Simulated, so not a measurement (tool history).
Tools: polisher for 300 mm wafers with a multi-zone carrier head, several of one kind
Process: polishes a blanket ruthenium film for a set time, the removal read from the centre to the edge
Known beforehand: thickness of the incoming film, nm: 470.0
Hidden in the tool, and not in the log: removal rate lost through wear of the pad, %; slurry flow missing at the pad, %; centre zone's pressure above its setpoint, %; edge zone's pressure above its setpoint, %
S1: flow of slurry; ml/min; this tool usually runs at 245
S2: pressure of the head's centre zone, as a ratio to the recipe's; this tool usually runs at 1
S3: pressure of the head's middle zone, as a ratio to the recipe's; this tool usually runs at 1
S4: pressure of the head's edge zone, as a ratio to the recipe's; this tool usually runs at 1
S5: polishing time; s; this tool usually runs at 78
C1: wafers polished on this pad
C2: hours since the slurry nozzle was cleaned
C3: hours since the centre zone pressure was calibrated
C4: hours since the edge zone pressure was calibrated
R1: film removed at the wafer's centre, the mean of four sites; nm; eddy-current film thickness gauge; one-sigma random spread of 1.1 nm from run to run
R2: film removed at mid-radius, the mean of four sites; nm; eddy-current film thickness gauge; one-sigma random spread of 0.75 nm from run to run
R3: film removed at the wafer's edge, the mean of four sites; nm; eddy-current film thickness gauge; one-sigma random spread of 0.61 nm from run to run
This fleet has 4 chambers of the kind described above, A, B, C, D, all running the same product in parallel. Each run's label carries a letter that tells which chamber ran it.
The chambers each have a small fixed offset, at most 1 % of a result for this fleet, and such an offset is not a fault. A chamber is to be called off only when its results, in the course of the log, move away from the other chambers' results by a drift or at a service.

Run 1B, hour 4.2: usual settings; C1 1049; C2 141.9; C3 509.7; C4 315. Result: R1 81.034 nm, R2 80.101 nm, R3 78.958 nm.
Run 2D, hour 7.2: usual settings; C1 834; C2 304.8; C3 661.1; C4 144.2. Result: R1 79.594 nm, R2 78.302 nm, R3 78.212 nm.
At hour 8.1: chamber D: worn pad replaced by a new one.
Run 3C, hour 10.4: usual settings; C1 439; C2 301.1; C3 313.3; C4 156.1. Result: R1 79.517 nm, R2 79.982 nm, R3 81.411 nm.
Run 4A, hour 13.9: usual settings; C1 749; C2 63.5; C3 73.1; C4 432.1. Result: R1 83.02 nm, R2 79.78 nm, R3 79.013 nm.
Run 5B, hour 16.6: usual settings; C1 1154; C2 154.3; C3 522.1; C4 327.4. Result: R1 81.376 nm, R2 80.748 nm, R3 78.942 nm.
Run 6C, hour 18.9: usual settings; C1 511; C2 309.6; C3 321.8; C4 164.6. Result: R1 79.482 nm, R2 78.545 nm, R3 80.036 nm.
Run 7D, hour 21.9: usual settings; C1 117; C2 319.5; C3 675.8; C4 158.9. Result: R1 80.502 nm, R2 79.94 nm, R3 79.659 nm.
Run 8A, hour 24: usual settings; C1 835; C2 73.6; C3 83.2; C4 442.2. Result: R1 79.63 nm, R2 79.709 nm, R3 78.215 nm.
At hour 26.9: chamber C: worn pad replaced by a new one.
Run 9C, hour 27.2: usual settings; C1 2; C2 317.9; C3 330.1; C4 172.9. Result: R1 80.146 nm, R2 79.845 nm, R3 79.581 nm.
At hour 29.9: chamber B: edge zone pressure recalibrated.
Run 10B, hour 31.4: usual settings but S3 0.9, S5 55 s; C1 1280; C2 169.1; C3 536.9; C4 1.5. Result: R1 56.272 nm, R2 51.022 nm, R3 55.345 nm.
Run 11D, hour 35.7: usual settings but S3 0.9, S5 55 s; C1 234; C2 333.3; C3 689.6; C4 172.7. Result: R1 56.257 nm, R2 51.251 nm, R3 55.912 nm.
Run 12A, hour 39.2: usual settings but S3 0.9, S5 55 s; C1 964; C2 88.8; C3 98.4; C4 457.4. Result: R1 56.446 nm, R2 50.751 nm, R3 55.817 nm.
Run 13B, hour 42.8: usual settings but S3 0.9, S5 55 s; C1 1376; C2 180.5; C3 548.3; C4 12.9. Result: R1 56.594 nm, R2 51.094 nm, R3 56.092 nm.
Run 14C, hour 45.1: usual settings; C1 154; C2 335.8; C3 348; C4 190.8. Result: R1 81.273 nm, R2 79.59 nm, R3 79.123 nm.
Run 15D, hour 47.7: usual settings; C1 336; C2 345.3; C3 701.6; C4 184.7. Result: R1 79.342 nm, R2 80.876 nm, R3 80.135 nm.
Run 16A, hour 50.6: usual settings; C1 1060; C2 100.2; C3 109.8; C4 468.8. Result: R1 82.446 nm, R2 79.453 nm, R3 78.936 nm.
At hour 51.5: chamber B: worn pad replaced by a new one.
Run 17A, hour 54.3: usual settings; C1 1092; C2 103.9; C3 113.5; C4 472.5. Result: R1 82.733 nm, R2 79.805 nm, R3 80.05 nm.
Run 18C, hour 58.1: usual settings; C1 264; C2 348.8; C3 361; C4 203.8. Result: R1 83.177 nm, R2 80.291 nm, R3 81.536 nm.
Run 19D, hour 62.2: usual settings; C1 459; C2 359.8; C3 716.1; C4 199.2. Result: R1 78.553 nm, R2 79.178 nm, R3 79.554 nm.
Run 20B, hour 65.4: usual settings; C1 118; C2 203.1; C3 570.9; C4 35.5. Result: R1 78.516 nm, R2 80.648 nm, R3 80.439 nm.
Run 21C, hour 69.2: usual settings but S1 280 ml/min, S3 1.08; C1 358; C2 359.9; C3 372.1; C4 214.9. Result: R1 86.042 nm, R2 86.466 nm, R3 81.159 nm.
Run 22A, hour 73.4: usual settings but S1 280 ml/min, S3 1.08; C1 1254; C2 123; C3 132.6; C4 491.6. Result: R1 81.415 nm, R2 86.169 nm, R3 80.695 nm.
Run 23D, hour 75.6: usual settings but S1 280 ml/min, S3 1.08; C1 573; C2 373.2; C3 729.5; C4 212.6. Result: R1 82.032 nm, R2 86.548 nm, R3 79.149 nm.
At hour 76.2: chamber A: worn pad replaced by a new one.
Run 24B, hour 79.1: usual settings but S1 280 ml/min, S3 1.08; C1 234; C2 216.8; C3 584.6; C4 49.2. Result: R1 81.399 nm, R2 86.664 nm, R3 80.859 nm.
Run 25A, hour 81.9: usual settings; C1 48; C2 131.5; C3 141.1; C4 500.1. Result: R1 79.432 nm, R2 79.859 nm, R3 79.637 nm.
Run 26B, hour 83.9: usual settings; C1 275; C2 221.6; C3 589.4; C4 54. Result: R1 80.913 nm, R2 80.558 nm, R3 79.042 nm.
At hour 85: chamber C: worn pad replaced by a new one.
Run 27C, hour 86.4: usual settings; C1 12; C2 377.1; C3 389.3; C4 232.1. Result: R1 85.908 nm, R2 79.558 nm, R3 81.047 nm.
Run 28D, hour 90.5: usual settings; C1 699; C2 388.1; C3 744.4; C4 227.5. Result: R1 77.291 nm, R2 79.768 nm, R3 79.959 nm.
Run 29C, hour 93.7: usual settings; C1 74; C2 384.4; C3 396.6; C4 239.4. Result: R1 87.732 nm, R2 80.674 nm, R3 80.914 nm.
Run 30D, hour 97.5: usual settings; C1 758; C2 395.1; C3 751.4; C4 234.5. Result: R1 78.914 nm, R2 79.217 nm, R3 78.489 nm.
Run 31A, hour 101.6: usual settings; C1 215; C2 151.2; C3 160.8; C4 519.8. Result: R1 80.34 nm, R2 78.699 nm, R3 79.434 nm.
Run 32B, hour 104.1: usual settings but S3 0.88; C1 446; C2 241.8; C3 609.6; C4 74.2. Result: R1 81.064 nm, R2 71.188 nm, R3 78.648 nm.
Run 33B, hour 108.1: usual settings but S3 0.88; C1 480; C2 245.8; C3 613.6; C4 78.2. Result: R1 78.622 nm, R2 70.714 nm, R3 81.199 nm.
Run 34A, hour 111.7: usual settings but S3 0.88; C1 301; C2 161.3; C3 170.9; C4 529.9. Result: R1 80.747 nm, R2 70.759 nm, R3 79.577 nm.
Run 35C, hour 114: usual settings but S3 0.88; C1 246; C2 404.7; C3 416.9; C4 259.7. Result: R1 88.71 nm, R2 71.674 nm, R3 81.84 nm.
Run 36D, hour 116.5: usual settings; C1 919; C2 414.1; C3 770.4; C4 253.5. Result: R1 78.044 nm, R2 79.44 nm, R3 79.994 nm.

Read the log: is a single chamber off, either drifting away or since a service, is the gauge that measures every chamber drifting, or is nothing wrong beyond small per-chamber offsets? Name any odd chamber and what most likely caused it.

Chamber C drifts away from the others.
Cause: centre zone's pressure above its setpoint, % = 12.3.

Which of the 4 candidates below, each the usual settings with something changed and its results left as question marks, puts chamber C back in line with what the other chambers give on the usual settings?
To be in line, a result may differ from the other chambers' mean on the usual settings by at most: R1 3.9 nm; R2 2.6 nm; R3 2.1 nm
Run 37C-1, hour 119.7: usual settings but S1 240 ml/min, S2 0.91, S3 1.03, S4 1.03, S5 76 s. Result: R1 ?, R2 ?, R3 ?.
Run 37C-2, hour 119.7: usual settings but S1 260 ml/min, S2 1.17, S3 0.93, S4 0.93, S5 84 s. Result: R1 ?, R2 ?, R3 ?.
Run 37C-3, hour 119.7: usual settings but S1 235 ml/min, S2 0.83, S3 1.06, S4 1.05, S5 73 s. Result: R1 ?, R2 ?, R3 ?.
Run 37C-4, hour 119.7: usual settings but S1 250 ml/min, S2 1.09, S3 0.97, S4 0.97, S5 80 s. Result: R1 ?, R2 ?, R3 ?.

The mean the other chambers reach with the usual settings: R1 79.876 nm; R2 79.442 nm; R3 79.248 nm
  run      R1      R2      R3
37C-1  79.363  79.554   79.83
37C-2  116.08  80.711  84.386
37C-3  68.761  78.295  77.285
37C-4  102.01  79.558  81.796
With 37C-1, the chamber falls back in line with the rest.

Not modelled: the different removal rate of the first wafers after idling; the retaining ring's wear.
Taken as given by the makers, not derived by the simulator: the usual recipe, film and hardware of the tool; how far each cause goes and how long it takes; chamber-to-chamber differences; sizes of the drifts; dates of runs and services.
